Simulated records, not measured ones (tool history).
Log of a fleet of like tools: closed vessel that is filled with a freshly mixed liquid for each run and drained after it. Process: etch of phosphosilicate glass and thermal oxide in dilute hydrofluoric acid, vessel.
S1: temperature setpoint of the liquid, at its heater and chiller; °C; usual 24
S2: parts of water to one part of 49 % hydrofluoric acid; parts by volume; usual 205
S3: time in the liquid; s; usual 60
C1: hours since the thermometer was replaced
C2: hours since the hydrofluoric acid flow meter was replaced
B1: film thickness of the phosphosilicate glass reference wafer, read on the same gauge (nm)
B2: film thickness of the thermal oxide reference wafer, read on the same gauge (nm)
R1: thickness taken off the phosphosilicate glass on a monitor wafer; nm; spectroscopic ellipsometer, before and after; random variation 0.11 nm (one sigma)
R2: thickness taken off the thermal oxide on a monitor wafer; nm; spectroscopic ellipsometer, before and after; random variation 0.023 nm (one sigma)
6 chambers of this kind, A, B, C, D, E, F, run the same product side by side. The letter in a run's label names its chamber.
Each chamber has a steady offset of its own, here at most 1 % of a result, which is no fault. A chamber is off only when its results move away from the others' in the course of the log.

run   hour    S1   S2  S3      C1      C2      B1      B2      R1       R2
 1F    8.7    24  205  60   244.7   699.6  29.987  29.986  24.446   1.2149
 2E   18.7    24  205  60   379.5    62.6  29.959  29.976  24.481   1.2172
 3A   27.4    24  205  60    32.7   323.1  30.018  29.954  24.498    1.245
 4B   36.4    24  205  60  1580.9     482  29.986  29.998  24.181   1.2145
 5C   50.4    26  205  30   375.8   563.6  30.043  30.053  13.083  0.64675
 6D   66.1    26  205  30   668.1   608.2   30.01  30.022  13.197  0.63898
 7D   77.1    26  205  30   679.1   619.2  29.973  30.004  13.117  0.65537
 8A   93.2    26  205  30    98.5   388.9  30.051  29.987  13.103  0.63644
 9C  102.2    26  205  30   427.6   615.4  29.983  29.982  13.253   0.6688
10F  113.7    26  205  30   349.7   804.6  29.973   29.99  13.235  0.65064
11B  127.8    24  205  60  1672.3   573.4  30.007   29.98  24.061    1.203
12E  142.6  21.5  110  60   503.4   186.5  30.053  29.993  45.196   2.3667
13E    155  21.5  110  60   515.8   198.9  29.977  30.067  45.572   2.3179
14D  169.8  21.5  110  60   771.8   711.9  30.013  30.016  46.006   2.3434
15F  177.7  21.5  110  60   413.7   868.6   30.04  29.996  45.986   2.3136
16C  186.1  21.5  110  60   511.5   699.3  30.029  29.949  46.509   2.3621
17B  201.1  21.5  110  60  1745.6   646.7  29.984  30.067    45.9   2.3682
18A  211.7    24  205  60     217   507.4  29.952  30.014  24.694   1.1539
19F  220.9    24  205  30   456.9   911.8  29.971  30.015  12.169  0.60221
20E  230.2    24  205  30     591   274.1  29.982  30.006  12.216  0.60483
21B  239.2    24  205  30  1783.7   684.8  29.983  30.025  12.074  0.63019
22A  248.3    24  205  30   253.6     544  29.968  29.997  12.316  0.60761
23C  264.1    24  205  30   589.5   777.3  29.995  30.011   12.07  0.61484
24D    272    24  205  30     874   814.1  29.972  30.034  12.234  0.59235
     283.9  -- chamber B: hydrofluoric acid flow meter replaced
25E    288  21.5  165  60   648.8   331.9  30.001  30.012  28.482   1.4432
26A  296.1  21.5  165  60   301.4   591.8   29.99  29.977  29.045   1.4334
27B  303.3  21.5  165  60  1847.8    19.5  30.021  29.984  28.757   1.4163
28C  317.7  21.5  165  60   643.1   830.9  30.004  29.987  28.971   1.4165
     330.9  -- chamber F: thermometer replaced
29D  331.9  21.5  165  60   933.9     874  30.039  30.016  28.794   1.4578
     332.2  -- chamber C: hydrofluoric acid flow meter replaced
30F  341.1  21.5  165  60    10.3    1032  29.979  29.967  28.806   1.4169
     341.8  -- chamber A: hydrofluoric acid flow meter replaced
31B  353.1    24  205  60  1897.6    69.3  29.989   29.97  24.229   1.2155
32C    361    24  205  60   686.4    28.8  30.023  30.009  24.504   1.1895
33A  377.4    24  205  60   382.7    35.7  29.999  29.955  24.584   1.1953
34D    394    24  205  60     996   936.1  30.028  30.009  24.577   1.2451
35E  408.3    24  205  60   769.1   452.2  30.005  29.974  24.454   1.2295
36F  422.6    24  205  60    91.8  1113.5  30.001  30.051  24.658   1.2153
37E  432.4    24  205  60   793.2   476.3  30.013  29.978  24.438   1.2271
38F  447.2    24  205  60   116.4  1138.1   29.97  29.969  24.565   1.2104
39B  454.7    24  205  60  1999.2   170.9  30.023  29.988  24.038   1.2344
40C  466.7    24  205  60   792.1   134.5  29.972  29.955  24.548   1.1994
41D  474.8    24  205  60  1076.8  1016.9  30.007  29.961  24.116   1.2249
42A    482    24  205  60   487.3   140.3  29.996   30.01  24.533   1.1655
43D  494.2    24  155  40  1096.2  1036.3  30.022  30.006  22.825   1.1676
44C  501.9    24  155  40   827.3   169.7  30.012  29.962   22.85    1.134

What goes on in this fleet: one chamber off, a drifting gauge, or nothing beyond the chambers' own small offsets? Name the chamber and the cause, if any.

No chamber stands off beyond its own small offset, and the gauge holds steady.
